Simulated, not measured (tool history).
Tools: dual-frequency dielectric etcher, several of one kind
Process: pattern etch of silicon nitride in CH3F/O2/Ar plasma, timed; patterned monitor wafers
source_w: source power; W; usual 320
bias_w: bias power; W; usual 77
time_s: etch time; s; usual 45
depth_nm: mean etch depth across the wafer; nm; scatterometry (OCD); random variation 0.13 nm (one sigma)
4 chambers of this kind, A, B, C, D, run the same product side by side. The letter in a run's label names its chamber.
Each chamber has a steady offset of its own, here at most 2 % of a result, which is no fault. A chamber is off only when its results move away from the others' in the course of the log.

| run | hour | source_w | bias_w | time_s | hours since the last wet clean | hours since the last source power generator calibration | hours since the last bias power generator calibration | read-back reference wafer on the same gauge, depth_nm | depth_nm |
|---|---|---|---|---|---|---|---|---|---|
| 1B | 5.1 | 320 | 77 | 45 | 137.9 | 1720.4 | 119.1 | 33.983 | 29.644 |
| 2C | 12.3 | 320 | 77 | 45 | 93 | 429.6 | 1749.1 | 33.984 | 30.024 |
| 3D | 18.5 | 320 | 77 | 45 | 297.3 | 2610.9 | 57.3 | 34.007 | 29.766 |
| 4A | 26.2 | 320 | 77 | 45 | 180 | 73.7 | 1825.4 | 34.001 | 30.015 |
| 5A | 32.9 | 320 | 77 | 45 | 186.7 | 80.4 | 1832.1 | 34.001 | 29.955 |
| 6B | 38.5 | 320 | 77 | 45 | 171.3 | 1753.8 | 152.5 | 33.979 | 29.476 |
| 7D | 46.2 | 320 | 77 | 45 | 325 | 2638.6 | 85 | 33.995 | 29.798 |
| 8C | 54.6 | 320 | 77 | 45 | 135.3 | 471.9 | 1791.4 | 33.979 | 30.104 |
| 9A | 59.5 | 320 | 77 | 45 | 213.3 | 107 | 1858.7 | 34.002 | 30.172 |
| 10D | 64.1 | 320 | 77 | 45 | 342.9 | 2656.5 | 102.9 | 34.001 | 30.003 |
| 11B | 70.7 | 320 | 77 | 45 | 203.5 | 1786 | 184.7 | 34.038 | 29.742 |
| 12C | 79.5 | 320 | 77 | 45 | 160.2 | 496.8 | 1816.3 | 34 | 30.319 |
| 13A | 86.9 | 320 | 77 | 45 | 240.7 | 134.4 | 1886.1 | 34.008 | 30.022 |
| 14B | 93.4 | 320 | 77 | 45 | 226.2 | 1808.7 | 207.4 | 34.026 | 29.647 |
| 15D | 97.9 | 320 | 77 | 45 | 376.7 | 2690.3 | 136.7 | 34.018 | 29.631 |
| 16C | 102.5 | 320 | 77 | 45 | 183.2 | 519.8 | 1839.3 | 33.954 | 30.276 |
| 17D | 106.7 | 320 | 77 | 45 | 385.5 | 2699.1 | 145.5 | 33.984 | 29.827 |
| 18C | 113.7 | 320 | 77 | 45 | 194.4 | 531 | 1850.5 | 34.015 | 30.279 |
| 19A | 122.4 | 320 | 77 | 45 | 276.2 | 169.9 | 1921.6 | 33.95 | 29.961 |
| 20B | 126.7 | 320 | 77 | 45 | 259.5 | 1842 | 240.7 | 33.967 | 29.776 |
| 21B | 134.9 | 320 | 77 | 45 | 267.7 | 1850.2 | 248.9 | 34.022 | 29.524 |
| 22C | 143.4 | 320 | 77 | 45 | 224.1 | 560.7 | 1880.2 | 33.991 | 30.311 |
| 23A | 151.5 | 320 | 77 | 45 | 305.3 | 199 | 1950.7 | 34.014 | 30.069 |
|  | 154.8 | chamber D: wet clean of the chamber |
| 24D | 159.6 | 320 | 77 | 45 | 4.8 | 2752 | 198.4 | 33.987 | 31.254 |
| 25D | 168.1 | 320 | 77 | 45 | 13.3 | 2760.5 | 206.9 | 33.978 | 31.188 |
| 26A | 173.6 | 320 | 77 | 45 | 327.4 | 221.1 | 1972.8 | 33.966 | 30.044 |
| 27C | 177.9 | 320 | 77 | 45 | 258.6 | 595.2 | 1914.7 | 34.006 | 30.034 |
| 28B | 183.3 | 320 | 83 | 36.5 | 316.1 | 1898.6 | 297.3 | 33.997 | 24.681 |
| 29B | 189.3 | 320 | 83 | 36.5 | 322.1 | 1904.6 | 303.3 | 34.005 | 24.693 |
| 30C | 197.4 | 320 | 83 | 36.5 | 278.1 | 614.7 | 1934.2 | 34.004 | 25.007 |
| 31D | 204.7 | 320 | 83 | 36.5 | 49.9 | 2797.1 | 243.5 | 33.982 | 25.976 |
| 32A | 211.9 | 280 | 77 | 45 | 365.7 | 259.4 | 2011.1 | 34.02 | 28.493 |
|  | 217.1 | chamber A: bias power generator calibrated |
| 33D | 218.3 | 280 | 77 | 45 | 63.5 | 2810.7 | 257.1 | 34.012 | 29.6 |
| 34C | 224.5 | 280 | 77 | 45 | 305.2 | 641.8 | 1961.3 | 33.977 | 28.606 |
| 35A | 232.9 | 280 | 77 | 45 | 386.7 | 280.4 | 15.8 | 34.017 | 28.492 |
| 36B | 239.1 | 320 | 77 | 45 | 371.9 | 1954.4 | 353.1 | 34.013 | 29.547 |
| 37B | 246.6 | 320 | 77 | 45 | 379.4 | 1961.9 | 360.6 | 34.009 | 29.877 |
| 38A | 250.7 | 320 | 77 | 45 | 404.5 | 298.2 | 33.6 | 33.982 | 29.89 |
| 39C | 254.5 | 320 | 77 | 45 | 335.2 | 671.8 | 1991.3 | 33.982 | 30.195 |

All 4 chambers run these settings next. Forecast each chamber's results:
| 40A | 260.8 | 320 | 60 | 45 |  |  |  |  | ? |
| 40B | 260.8 | 320 | 60 | 45 |  |  |  |  | ? |
| 40C | 260.8 | 320 | 60 | 45 |  |  |  |  | ? |
| 40D | 260.8 | 320 | 60 | 45 |  |  |  |  | ? |

| run | depth_nm |
|---|---|
| 40A | 27.508 |
| 40B | 27.13 |
| 40C | 27.611 |
| 40D | 28.834 |
